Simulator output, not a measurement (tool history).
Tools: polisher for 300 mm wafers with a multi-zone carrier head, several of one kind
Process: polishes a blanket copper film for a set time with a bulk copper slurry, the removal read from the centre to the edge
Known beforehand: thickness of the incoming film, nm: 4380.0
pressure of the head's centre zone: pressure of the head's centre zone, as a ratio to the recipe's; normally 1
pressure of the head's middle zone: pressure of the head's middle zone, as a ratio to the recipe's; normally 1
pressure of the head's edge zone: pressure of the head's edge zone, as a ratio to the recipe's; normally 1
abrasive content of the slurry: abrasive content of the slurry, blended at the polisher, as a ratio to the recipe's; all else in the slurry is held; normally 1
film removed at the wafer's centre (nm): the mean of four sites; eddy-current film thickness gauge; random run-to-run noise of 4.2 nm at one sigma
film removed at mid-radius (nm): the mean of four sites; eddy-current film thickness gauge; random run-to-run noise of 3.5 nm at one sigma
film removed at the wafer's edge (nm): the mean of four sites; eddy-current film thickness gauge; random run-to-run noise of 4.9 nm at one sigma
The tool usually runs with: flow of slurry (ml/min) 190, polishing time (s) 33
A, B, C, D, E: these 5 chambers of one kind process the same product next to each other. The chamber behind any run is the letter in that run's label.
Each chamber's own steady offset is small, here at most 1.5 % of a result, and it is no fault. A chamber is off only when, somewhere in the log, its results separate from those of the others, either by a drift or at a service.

| run | hour | flow of slurry (ml/min) | pressure of the head's centre zone | pressure of the head's middle zone | pressure of the head's edge zone | abrasive content of the slurry | polishing time (s) | film removed at the wafer's centre (nm) | film removed at mid-radius (nm) | film removed at the wafer's edge (nm) |
|---|---|---|---|---|---|---|---|---|---|---|
| 1A | 8.4 | 190 | 1 | 1 | 1 | 1 | 33 | 338.73 | 339.5 | 338.05 |
| 2E | 17 | 190 | 1 | 1 | 1 | 1 | 33 | 345.31 | 339.21 | 340.17 |
| 3B | 27.5 | 190 | 1 | 1 | 1 | 1 | 33 | 348.97 | 344.47 | 345.59 |
|  | 30.5 | chamber C: centre zone pressure recalibrated |
|  | 30.7 | chamber D: worn pad replaced by a new one |
|  | 32.2 | chamber C: worn pad replaced by a new one |
| 4D | 34.9 | 190 | 1 | 1 | 1 | 1 | 33 | 344.7 | 344.67 | 347.69 |
| 5C | 41.3 | 190 | 1 | 1 | 1 | 1 | 33 | 346.35 | 343.9 | 342 |
| 6D | 47.3 | 190 | 1 | 1 | 1 | 1 | 33 | 346.08 | 349.86 | 346.34 |
| 7C | 52.5 | 190 | 1 | 1 | 1 | 1 | 33 | 347.3 | 344.43 | 347.39 |
| 8A | 62.1 | 190 | 1 | 1 | 1 | 1 | 33 | 341.4 | 343.96 | 341.59 |
|  | 65.1 | chamber A: worn pad replaced by a new one |
| 9B | 70 | 190 | 1 | 1 | 1 | 1 | 33 | 339.15 | 350.67 | 344.82 |
|  | 71.3 | chamber E: worn pad replaced by a new one |
|  | 72.4 | chamber B: worn pad replaced by a new one |
| 10E | 80 | 190 | 1 | 1 | 1 | 1 | 33 | 347.18 | 342.92 | 344.31 |
| 11A | 88.6 | 190 | 1 | 1 | 1 | 1 | 33 | 336.1 | 343.4 | 338.67 |
| 12B | 94.7 | 190 | 1 | 1 | 1 | 1 | 33 | 342.9 | 342.57 | 348.61 |
|  | 97.6 | chamber D: worn pad replaced by a new one |
| 13C | 102.8 | 190 | 1 | 1 | 1 | 1 | 33 | 348.35 | 341.96 | 344.19 |
| 14D | 112 | 135 | 1 | 1 | 0.9 | 1 | 33 | 322.51 | 326.46 | 304.97 |
| 15E | 118.9 | 135 | 1 | 1 | 0.9 | 1 | 33 | 324.78 | 324.65 | 311.86 |
| 16B | 128.7 | 135 | 1 | 1 | 0.9 | 1 | 33 | 315.52 | 331.76 | 309.05 |
|  | 133 | chamber C: worn pad replaced by a new one |
| 17E | 136.1 | 135 | 1 | 1 | 0.9 | 1 | 33 | 324.5 | 314.37 | 310.9 |
| 18A | 145.8 | 135 | 1 | 1 | 0.9 | 1 | 33 | 317.88 | 325.14 | 308.37 |
| 19C | 153.2 | 190 | 1 | 1 | 1 | 1 | 33 | 343.83 | 340.42 | 341.02 |
|  | 161.8 | chamber A: worn pad replaced by a new one |
| 20D | 162 | 190 | 1 | 1 | 1 | 1 | 33 | 342.72 | 344.61 | 347.6 |
|  | 164.7 | chamber E: centre zone pressure recalibrated |
|  | 166.3 | chamber D: worn pad replaced by a new one |
|  | 168.1 | chamber A: slurry nozzle cleaned |
| 21A | 170.3 | 190 | 1 | 1 | 1 | 1 | 33 | 343 | 340.42 | 351.35 |
| 22C | 174.9 | 190 | 1 | 1 | 0.92 | 1 | 33 | 347.1 | 337.52 | 323.2 |
|  | 180.4 | chamber B: slurry nozzle cleaned |
| 23D | 184.5 | 190 | 1 | 1 | 0.92 | 1 | 33 | 340.5 | 346.3 | 321.62 |
| 24E | 190.4 | 190 | 1 | 1 | 0.92 | 1 | 33 | 370.77 | 337.15 | 326.9 |
|  | 191.9 | chamber E: worn pad replaced by a new one |
| 25B | 200.1 | 190 | 1 | 1 | 0.92 | 1 | 33 | 338.36 | 344.85 | 320.98 |
|  | 207.9 | chamber C: worn pad replaced by a new one |
|  | 208 | chamber B: centre zone pressure recalibrated |
| 26A | 210.2 | 190 | 1 | 1 | 0.92 | 1 | 33 | 344.33 | 346.68 | 326.13 |
| 27B | 218.7 | 190 | 1 | 1 | 1 | 1 | 33 | 334.31 | 343 | 341.94 |
|  | 221.9 | chamber B: worn pad replaced by a new one |
| 28D | 224.8 | 190 | 1 | 1 | 1 | 1 | 33 | 348.47 | 341.05 | 337.47 |
| 29C | 232.1 | 190 | 1 | 0.91 | 1 | 0.75 | 33 | 316.66 | 296.39 | 334.13 |
| 30E | 240.9 | 190 | 1 | 0.91 | 1 | 0.75 | 33 | 347.49 | 288.47 | 331.4 |
|  | 244.2 | chamber A: worn pad replaced by a new one |
| 31B | 248.6 | 190 | 1 | 0.91 | 1 | 0.75 | 33 | 319.46 | 301.06 | 325.47 |
| 32E | 253.5 | 190 | 1 | 0.91 | 1 | 0.75 | 33 | 339.13 | 295.54 | 322.3 |
| 33A | 258.1 | 190 | 1 | 0.91 | 1 | 0.75 | 33 | 323.55 | 299.86 | 325.79 |
| 34C | 265.9 | 190 | 1 | 1 | 1 | 1 | 33 | 350.9 | 340.01 | 349.45 |

Next, all 5 chambers run the settings below, one line each with question marks for the results. What does each chamber give?
| 35A | 273.5 | 190 | 1 | 0.94 | 1 | 1 | 33 | ? | ? | ? |
| 35B | 273.5 | 190 | 1 | 0.94 | 1 | 1 | 33 | ? | ? | ? |
| 35C | 273.5 | 190 | 1 | 0.94 | 1 | 1 | 33 | ? | ? | ? |
| 35D | 273.5 | 190 | 1 | 0.94 | 1 | 1 | 33 | ? | ? | ? |
| 35E | 273.5 | 190 | 1 | 0.94 | 1 | 1 | 33 | ? | ? | ? |

| run | film removed at the wafer's centre (nm) | film removed at mid-radius (nm) | film removed at the wafer's edge (nm) |
|---|---|---|---|
| 35A | 341.59 | 325.55 | 345.87 |
| 35B | 344.76 | 325.99 | 343.7 |
| 35C | 343.46 | 328.11 | 345.32 |
| 35D | 343.3 | 327.75 | 345.7 |
| 35E | 367.43 | 321.11 | 344.47 |
